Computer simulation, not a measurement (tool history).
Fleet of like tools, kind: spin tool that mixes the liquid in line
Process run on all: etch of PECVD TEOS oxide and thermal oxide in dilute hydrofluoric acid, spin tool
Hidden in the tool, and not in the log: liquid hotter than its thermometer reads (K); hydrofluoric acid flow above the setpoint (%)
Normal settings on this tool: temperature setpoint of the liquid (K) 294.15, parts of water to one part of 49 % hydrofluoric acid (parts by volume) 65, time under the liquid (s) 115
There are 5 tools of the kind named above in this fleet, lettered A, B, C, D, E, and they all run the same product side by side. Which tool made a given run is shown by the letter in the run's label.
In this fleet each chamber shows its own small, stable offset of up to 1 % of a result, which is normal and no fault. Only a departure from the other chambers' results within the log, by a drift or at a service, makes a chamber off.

run	hour	temperature setpoint of the liquid (K)	parts of water to one part of 49 % hydrofluoric acid (parts by volume)	time under the liquid (s)	hours since the thermometer was replaced	hours since the hydrofluoric acid flow meter was replaced	read-back film thickness of the PECVD TEOS oxide reference wafer, read on the same gauge (nm)	read-back film thickness of the thermal oxide reference wafer, read on the same gauge (nm)	thickness taken off the PECVD TEOS oxide on a monitor wafer (nm)	thickness taken off the thermal oxide on a monitor wafer (nm)
1B	6.9	294.15	65	115	1763.9	422.3	40.008	79.96	20.965	7.5502
2D	12.2	294.15	65	115	2849.9	219.6	40.006	80.012	20.705	7.3888
3A	16.1	294.15	65	115	1007.1	757.5	39.99	79.994	20.897	7.5522
4C	21.1	294.15	65	115	489.5	1439	40.008	79.994	20.937	7.5723
5E	27.2	291.65	65	115	196.5	1192.3	39.962	80.012	18.503	6.7803
# hour 31.6: chamber C: hydrofluoric acid flow meter replaced
6C	33.9	291.65	65	115	502.3	2.4	39.988	79.997	18.838	6.7006
7E	40.2	291.65	65	115	209.5	1205.3	40.009	79.977	18.543	6.8312
# hour 45.7: chamber E: hydrofluoric acid flow meter replaced
8D	45.7	291.65	65	115	2883.4	253.1	39.999	79.998	18.683	6.7774
9A	52.1	291.65	65	115	1043.1	793.5	40.023	79.991	18.741	6.7731
10B	56.8	297.65	65	115	1813.8	472.2	40.01	79.979	24.026	8.5392
11D	60.8	297.65	65	115	2898.5	268.2	39.998	79.978	23.874	8.6051
12B	66.4	297.65	65	115	1823.4	481.8	39.997	79.979	24.068	8.6369
13C	72.8	297.65	65	115	541.2	41.3	39.988	79.995	24.086	8.7346
14E	76.3	297.65	65	115	245.6	30.6	39.964	80.023	23.835	8.741
15A	82.8	290.15	50	115	1073.8	824.2	39.999	80.008	23.328	8.2271
16D	87	290.15	50	115	2924.7	294.4	40.004	80.022	23.371	8.4115
17A	90.8	290.15	50	115	1081.8	832.2	39.983	79.984	23.266	8.4155
18B	95.9	290.15	50	115	1852.9	511.3	39.968	80.015	23.208	8.3233
19E	101.1	290.15	50	115	270.4	55.4	40.011	80.017	23.205	8.411
20C	108.4	297.65	50	115	576.8	76.9	40.008	80.003	32.152	11.649
21A	115.7	297.65	50	115	1106.7	857.1	39.997	80.017	31.854	11.511
22D	121.7	297.65	50	115	2959.4	329.1	39.992	80.005	31.913	11.519
23C	126.9	297.65	50	115	595.3	95.4	40.019	79.999	32.097	11.672
24E	133.8	297.65	50	115	303.1	88.1	39.986	80.016	31.718	11.526
25B	137.7	294.15	65	115	1894.7	553.1	40	80.009	20.824	7.4844
26C	141.6	294.15	65	115	610	110.1	40.024	80.015	20.925	7.5494
27D	148.3	294.15	50	115	2986	355.7	40.003	80.025	27.516	9.8989
28E	154.1	294.15	50	115	323.4	108.4	39.993	80.013	27.508	10.16
29A	159.2	294.15	50	115	1150.2	900.6	39.97	80.007	27.326	9.8324
30B	165.9	294.15	50	115	1922.9	581.3	40.009	79.993	27.476	9.865
31C	173.6	294.15	50	115	642	142.1	40.008	80.008	27.743	10.026
32E	179.4	294.15	65	115	348.7	133.7	40.002	80.003	20.626	7.5605
33A	187.1	294.15	65	115	1178.1	928.5	40.022	80.005	20.885	7.6325
34D	192.7	294.15	65	115	3030.4	400.1	40.034	79.993	20.713	7.4139
35B	199.5	294.15	65	115	1956.5	614.9	40.001	80.002	20.66	7.4466
36A	203	294.15	65	115	1194	944.4	40.001	80.003	20.896	7.5052
37B	209	294.15	65	115	1966	624.4	39.999	80.023	20.886	7.5283
38E	216.1	294.15	65	115	385.4	170.4	40.006	79.975	20.625	7.5647
39C	221.2	294.15	65	115	689.6	189.7	40.02	79.998	20.883	7.5552
40D	227.1	294.15	65	115	3064.8	434.5	40.021	80.004	20.737	7.4493

The same settings go to every chamber for the next run, one line per chamber below. Forecast the results for each:
41A	232.7	294.15	65	115					?	?
41B	232.7	294.15	65	115					?	?
41C	232.7	294.15	65	115					?	?
41D	232.7	294.15	65	115					?	?
41E	232.7	294.15	65	115					?	?

run	thickness taken off the PECVD TEOS oxide on a monitor wafer (nm)	thickness taken off the thermal oxide on a monitor wafer (nm)
41A	20.779	7.5729
41B	20.951	7.5785
41C	20.983	7.6256
41D	20.695	7.4798
41E	20.516	7.4943
